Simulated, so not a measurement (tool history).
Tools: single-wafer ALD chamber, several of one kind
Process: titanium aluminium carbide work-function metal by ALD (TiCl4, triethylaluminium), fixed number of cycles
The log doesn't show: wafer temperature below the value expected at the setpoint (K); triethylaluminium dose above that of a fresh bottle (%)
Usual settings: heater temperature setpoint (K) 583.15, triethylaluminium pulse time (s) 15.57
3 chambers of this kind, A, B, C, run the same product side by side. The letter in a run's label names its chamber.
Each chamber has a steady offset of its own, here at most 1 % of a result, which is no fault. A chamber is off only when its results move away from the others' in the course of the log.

run   hour  heater temperature setpoint (K)  triethylaluminium pulse time (s)  hours since the last thermocouple change  hours since the last triethylaluminium bottle change  read-back reference wafer on the same gauge, thickness_nm  mean film thickness on the monitor wafer (nm)
 1B    7.7                           583.15                             15.57                                     651.4                                                1284.8                                                     2.4998                                         2.1293
 2C   13.6                           583.15                             15.57                                      40.0                                                 414.8                                                     2.5012                                         2.1543
 3A   18.8                           583.15                             15.57                                     509.8                                                1694.8                                                     2.5007                                         2.1660
 4B   25.5                           583.15                             15.57                                     669.2                                                1302.6                                                     2.5014                                         2.1367
 5A   31.9                           583.15                             17.54                                     522.9                                                1707.9                                                     2.5015                                         2.1701
 6C   39.2                           583.15                             17.54                                      65.6                                                 440.4                                                     2.5020                                         2.1606
      41.0  -- chamber A: triethylaluminium bottle replaced
 7C   46.4                           583.15                             17.54                                      72.8                                                 447.6                                                     2.5014                                         2.1606
 8A   54.7                           583.15                             15.57                                     545.7                                                  13.8                                                     2.5015                                         2.1716
 9B   62.2                           583.15                             15.57                                     705.9                                                1339.3                                                     2.5026                                         2.1369
10A   72.8                           583.15                             15.57                                     563.8                                                  31.9                                                     2.5037                                         2.1662
11B   80.0                           583.15                             15.57                                     723.7                                                1357.1                                                     2.5024                                         2.1365
12C   91.7                           583.15                             15.57                                     118.1                                                 492.9                                                     2.5028                                         2.1564
13C   99.8                           583.15                             15.57                                     126.2                                                 501.0                                                     2.5044                                         2.1597
14B  105.6                           583.15                             15.57                                     749.3                                                1382.7                                                     2.5049                                         2.1432
15A  116.4                           583.15                             15.57                                     607.4                                                  75.5                                                     2.5044                                         2.1670
16A  127.9                           583.15                             15.57                                     618.9                                                  87.0                                                     2.5054                                         2.1632
17C  139.3                           583.15                             15.57                                     165.7                                                 540.5                                                     2.5061                                         2.1568
18B  145.8                           583.15                             15.57                                     789.5                                                1422.9                                                     2.5053                                         2.1388
19A  151.5                           583.15                             15.57                                     642.5                                                 110.6                                                     2.5057                                         2.1707
20B  157.4                           583.15                             15.57                                     801.1                                                1434.5                                                     2.5062                                         2.1405
21C  164.6                           583.15                             15.57                                     191.0                                                 565.8                                                     2.5061                                         2.1585
22B  175.6                           583.15                             15.57                                     819.3                                                1452.7                                                     2.5073                                         2.1384
     177.7  -- chamber B: triethylaluminium bottle replaced
23C  184.3                           583.15                             15.57                                     210.7                                                 585.5                                                     2.5073                                         2.1618
24A  194.5                           583.15                             13.13                                     685.5                                                 153.6                                                     2.5088                                         2.1565
25B  205.2                           583.15                             13.13                                     848.9                                                  27.6                                                     2.5087                                         2.1302
26C  213.8                           583.15                             13.13                                     240.2                                                 615.0                                                     2.5096                                         2.1439
27A  219.7                           583.15                             15.57                                     710.7                                                 178.8                                                     2.5097                                         2.1714
28A  229.1                           583.15                             15.57                                     720.1                                                 188.2                                                     2.5091                                         2.1698
29C  240.6                           583.15                             15.57                                     267.0                                                 641.8                                                     2.5094                                         2.1601
30B  248.2                           583.15                             15.57                                     891.9                                                  70.6                                                     2.5101                                         2.1412
31A  259.6                           583.15                             15.57                                     750.6                                                 218.7                                                     2.5101                                         2.1723
32B  266.1                           583.15                             15.57                                     909.8                                                  88.5                                                     2.5100                                         2.1397
33C  276.1                           583.15                             15.57                                     302.5                                                 677.3                                                     2.5112                                         2.1610
34C  284.1                           583.15                             15.57                                     310.5                                                 685.3                                                     2.5129                                         2.1643
35B  296.0                           583.15                             15.57                                     939.7                                                 118.4                                                     2.5118                                         2.1445
36A  301.7                           583.15                             15.57                                     792.7                                                 260.8                                                     2.5114                                         2.1708
37C  307.7                           583.15                             15.57                                     334.1                                                 708.9                                                     2.5120                                         2.1661
38A  318.8                           583.15                             12.42                                     809.8                                                 277.9                                                     2.5132                                         2.1534
39B  329.5                           583.15                             12.42                                     973.2                                                 151.9                                                     2.5138                                         2.1292
40A  340.4                           583.15                             12.42                                     831.4                                                 299.5                                                     2.5139                                         2.1561
41C  350.1                           583.15                             15.57                                     376.5                                                 751.3                                                     2.5145                                         2.1615

What goes on in this fleet: one chamber off, a drifting gauge, or nothing beyond the chambers' own small offsets? Name the chamber and the cause, if any.

The gauge drifts, so all chambers seem to drift together. No chamber is off.
Cause: gauge reads high (%) = 0.58.
